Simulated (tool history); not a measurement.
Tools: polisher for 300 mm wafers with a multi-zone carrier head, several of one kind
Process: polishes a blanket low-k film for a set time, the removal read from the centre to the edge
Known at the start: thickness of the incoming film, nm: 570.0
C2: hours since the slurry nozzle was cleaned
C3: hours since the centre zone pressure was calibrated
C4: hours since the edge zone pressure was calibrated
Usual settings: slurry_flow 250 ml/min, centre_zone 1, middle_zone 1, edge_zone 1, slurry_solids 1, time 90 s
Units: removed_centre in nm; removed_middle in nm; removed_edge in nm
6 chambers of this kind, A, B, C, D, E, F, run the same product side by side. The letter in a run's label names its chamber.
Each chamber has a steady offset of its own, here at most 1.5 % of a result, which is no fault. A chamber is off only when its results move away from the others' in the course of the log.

At day 0.354: chamber B: slurry nozzle cleaned.
Run 1E, day 0.438: usual settings; wafers polished on this pad 763; C2 616.5; C3 857.7; C4 791.9. Result: removed_centre 27.19 nm, removed_middle 28.142 nm, removed_edge 27.741 nm.
Run 2D, day 0.667: usual settings; wafers polished on this pad 461; C2 198; C3 1215.9; C4 425.6. Result: removed_centre 27.325 nm, removed_middle 27.209 nm, removed_edge 27.933 nm.
At day 0.692: chamber F: worn pad replaced by a new one.
Run 3F, day 0.996: usual settings; wafers polished on this pad 41; C2 163.2; C3 559.4; C4 1151. Result: removed_centre 27.77 nm, removed_middle 27.821 nm, removed_edge 27.96 nm.
Run 4C, day 1.5: usual settings; wafers polished on this pad 337; C2 448.5; C3 886.4; C4 398.6. Result: removed_centre 27.135 nm, removed_middle 27.632 nm, removed_edge 28.276 nm.
At day 1.688: chamber F: slurry nozzle cleaned.
Run 5B, day 1.821: usual settings; wafers polished on this pad 1132; C2 35.2; C3 1252; C4 512.4. Result: removed_centre 28.351 nm, removed_middle 28.155 nm, removed_edge 27.834 nm.
Run 6A, day 2.279: usual settings but middle_zone 0.93, slurry_solids 0.85; wafers polished on this pad 604; C2 213.3; C3 1226; C4 900.3. Result: removed_centre 25.966 nm, removed_middle 23.798 nm, removed_edge 25.44 nm.
At day 2.392: chamber D: slurry nozzle cleaned.
Run 7B, day 2.612: usual settings but middle_zone 0.93, slurry_solids 0.85; wafers polished on this pad 1240; C2 54.2; C3 1271; C4 531.4. Result: removed_centre 25.387 nm, removed_middle 23.773 nm, removed_edge 25.328 nm.
Run 8A, day 2.967: usual settings but middle_zone 0.93, slurry_solids 0.85; wafers polished on this pad 698; C2 229.8; C3 1242.5; C4 916.8. Result: removed_centre 25.823 nm, removed_middle 24.126 nm, removed_edge 25.584 nm.
At day 3.079: chamber B: worn pad replaced by a new one.
Run 9C, day 3.317: usual settings but middle_zone 0.93, slurry_solids 0.85; wafers polished on this pad 585; C2 492.1; C3 930; C4 442.2. Result: removed_centre 25.448 nm, removed_middle 23.832 nm, removed_edge 25.475 nm.
At day 3.333: chamber D: worn pad replaced by a new one.
At day 3.338: chamber C: worn pad replaced by a new one.
At day 3.425: chamber B: centre zone pressure recalibrated.
At day 3.508: chamber E: slurry nozzle cleaned.
At day 3.638: chamber A: centre zone pressure recalibrated.
Run 10D, day 3.796: usual settings but middle_zone 0.93, slurry_solids 0.85; wafers polished on this pad 63; C2 33.7; C3 1291; C4 500.7. Result: removed_centre 25.253 nm, removed_middle 24.408 nm, removed_edge 26.117 nm.
At day 3.958: chamber F: edge zone pressure recalibrated.
Run 11E, day 4.112: usual settings but middle_zone 0.93, slurry_solids 0.85; wafers polished on this pad 1264; C2 14.6; C3 945.9; C4 880.1. Result: removed_centre 25.696 nm, removed_middle 22.91 nm, removed_edge 25.554 nm.
Run 12F, day 4.45: usual settings but centre_zone 1.1; wafers polished on this pad 513; C2 66.3; C3 642.3; C4 11.9. Result: removed_centre 31.488 nm, removed_middle 26.806 nm, removed_edge 27.809 nm.
Run 13B, day 4.7: usual settings but centre_zone 1.1; wafers polished on this pad 221; C2 104.3; C3 30.7; C4 581.5. Result: removed_centre 31.243 nm, removed_middle 28.586 nm, removed_edge 27.122 nm.
At day 4.817: chamber A: slurry nozzle cleaned.
Run 14A, day 5.042: usual settings but centre_zone 1.1; wafers polished on this pad 981; C2 5.4; C3 33.7; C4 966.6. Result: removed_centre 30.401 nm, removed_middle 27.817 nm, removed_edge 27.712 nm.
Run 15D, day 5.358: usual settings but centre_zone 1.1; wafers polished on this pad 276; C2 71.2; C3 1328.5; C4 538.2. Result: removed_centre 29.989 nm, removed_middle 27.647 nm, removed_edge 27.546 nm.
Run 16E, day 5.796: usual settings but centre_zone 1.1; wafers polished on this pad 1494; C2 55; C3 986.3; C4 920.5. Result: removed_centre 31.511 nm, removed_middle 27.605 nm, removed_edge 27.759 nm.
At day 6.008: chamber C: centre zone pressure recalibrated.
Run 17C, day 6.125: usual settings but centre_zone 1.1; wafers polished on this pad 380; C2 559.5; C3 2.9; C4 509.6. Result: removed_centre 30.98 nm, removed_middle 28.122 nm, removed_edge 27.516 nm.
Run 18F, day 6.508: usual settings; wafers polished on this pad 793; C2 115.7; C3 691.7; C4 61.3. Result: removed_centre 27.976 nm, removed_middle 27.684 nm, removed_edge 27.518 nm.
Run 19C, day 6.879: usual settings; wafers polished on this pad 483; C2 577.6; C3 21; C4 527.7. Result: removed_centre 27.992 nm, removed_middle 27.575 nm, removed_edge 27.36 nm.
Run 20F, day 7.362: usual settings; wafers polished on this pad 910; C2 136.2; C3 712.2; C4 81.8. Result: removed_centre 27.703 nm, removed_middle 27.485 nm, removed_edge 27.534 nm.
At day 7.471: chamber A: worn pad replaced by a new one.
At day 7.708: chamber C: worn pad replaced by a new one.
Run 21D, day 7.796: usual settings; wafers polished on this pad 609; C2 129.7; C3 1387; C4 596.7. Result: removed_centre 27.294 nm, removed_middle 27.532 nm, removed_edge 28.023 nm.
Run 22E, day 8.292: usual settings; wafers polished on this pad 1834; C2 114.9; C3 1046.2; C4 980.4. Result: removed_centre 26.535 nm, removed_middle 26.259 nm, removed_edge 26.283 nm.
Run 23A, day 8.558: usual settings; wafers polished on this pad 148; C2 89.8; C3 118.1; C4 1051. Result: removed_centre 28.271 nm, removed_middle 27.133 nm, removed_edge 27.389 nm.
Run 24B, day 8.858: usual settings but edge_zone 0.92; wafers polished on this pad 788; C2 204.1; C3 130.5; C4 681.3. Result: removed_centre 27.226 nm, removed_middle 27.077 nm, removed_edge 26.888 nm.
At day 8.871: chamber D: worn pad replaced by a new one.
At day 8.904: chamber A: edge zone pressure recalibrated.
Run 25F, day 9.288: usual settings but edge_zone 0.92; wafers polished on this pad 1173; C2 182.4; C3 758.4; C4 128. Result: removed_centre 27.788 nm, removed_middle 27.824 nm, removed_edge 26.41 nm.
At day 9.296: chamber F: slurry nozzle cleaned.
Run 26E, day 9.567: usual settings but edge_zone 0.92; wafers polished on this pad 2008; C2 145.5; C3 1076.8; C4 1011. Result: removed_centre 26.114 nm, removed_middle 25.706 nm, removed_edge 24.899 nm.
Run 27C, day 9.996: usual settings but edge_zone 0.92; wafers polished on this pad 312; C2 652.4; C3 95.8; C4 602.5. Result: removed_centre 28.053 nm, removed_middle 27.628 nm, removed_edge 26.484 nm.
At day 10.321: chamber F: worn pad replaced by a new one.
Run 28A, day 10.325: usual settings but edge_zone 0.92; wafers polished on this pad 389; C2 132.2; C3 160.5; C4 34.2. Result: removed_centre 27.995 nm, removed_middle 27.742 nm, removed_edge 26.46 nm.
At day 10.742: chamber B: worn pad replaced by a new one.
Run 29B, day 10.821: usual settings but edge_zone 0.92; wafers polished on this pad 11; C2 251.2; C3 177.6; C4 728.4. Result: removed_centre 28.006 nm, removed_middle 27.857 nm, removed_edge 26.523 nm.
At day 10.942: chamber C: slurry nozzle cleaned.
At day 11.012: chamber D: centre zone pressure recalibrated.
At day 11.104: chamber D: slurry nozzle cleaned.
Run 30D, day 11.317: usual settings but middle_zone 0.93, time 63 s; wafers polished on this pad 334; C2 5.2; C3 7.4; C4 681.2. Result: removed_centre 19.307 nm, removed_middle 17.759 nm, removed_edge 19.964 nm.
Run 31A, day 11.683: usual settings but middle_zone 0.93, time 63 s; wafers polished on this pad 574; C2 164.8; C3 193.1; C4 66.8. Result: removed_centre 19.218 nm, removed_middle 17.81 nm, removed_edge 19.422 nm.
Run 32D, day 12.162: usual settings but middle_zone 0.93, time 63 s; wafers polished on this pad 449; C2 25.5; C3 27.7; C4 701.5. Result: removed_centre 19.351 nm, removed_middle 18.295 nm, removed_edge 19.822 nm.
At day 12.304: chamber C: worn pad replaced by a new one.
Run 33B, day 12.404: usual settings but middle_zone 0.93, time 63 s; wafers polished on this pad 227; C2 289.2; C3 215.6; C4 766.4. Result: removed_centre 19.671 nm, removed_middle 18.422 nm, removed_edge 19.65 nm.
Run 34E, day 12.817: usual settings but middle_zone 0.93, time 63 s; wafers polished on this pad 2452; C2 223.5; C3 1154.8; C4 1089. Result: removed_centre 17.607 nm, removed_middle 15.86 nm, removed_edge 17.253 nm.
Run 35C, day 13.183: usual settings but middle_zone 0.93, time 63 s; wafers polished on this pad 120; C2 53.9; C3 172.3; C4 679. Result: removed_centre 19.723 nm, removed_middle 17.83 nm, removed_edge 19.433 nm.
Run 36F, day 13.558: usual settings; wafers polished on this pad 441; C2 102.3; C3 860.9; C4 230.5. Result: removed_centre 27.259 nm, removed_middle 27.637 nm, removed_edge 28.122 nm.
Run 37A, day 13.925: usual settings; wafers polished on this pad 880; C2 218.6; C3 246.9; C4 120.6. Result: removed_centre 27.507 nm, removed_middle 27.405 nm, removed_edge 27.473 nm.
Run 38D, day 14.221: usual settings; wafers polished on this pad 730; C2 74.9; C3 77.1; C4 750.9. Result: removed_centre 27.547 nm, removed_middle 28.422 nm, removed_edge 27.522 nm.

Next, every chamber runs the same settings. What will each give?
Run 39A, day 14.592: usual settings but time 108 s. Result: removed_centre ?, removed_middle ?, removed_edge ?.
Run 39B, day 14.592: usual settings but time 108 s. Result: removed_centre ?, removed_middle ?, removed_edge ?.
Run 39C, day 14.592: usual settings but time 108 s. Result: removed_centre ?, removed_middle ?, removed_edge ?.
Run 39D, day 14.592: usual settings but time 108 s. Result: removed_centre ?, removed_middle ?, removed_edge ?.
Run 39E, day 14.592: usual settings but time 108 s. Result: removed_centre ?, removed_middle ?, removed_edge ?.
Run 39F, day 14.592: usual settings but time 108 s. Result: removed_centre ?, removed_middle ?, removed_edge ?.

run  removed_centre  removed_middle  removed_edge
39A          34.043          33.242        32.667
39B          33.183           33.99        33.068
39C          33.383           33.56        32.704
39D           33.23          32.734        32.795
39E          28.872          28.938        28.654
39F          33.075          33.809        32.503
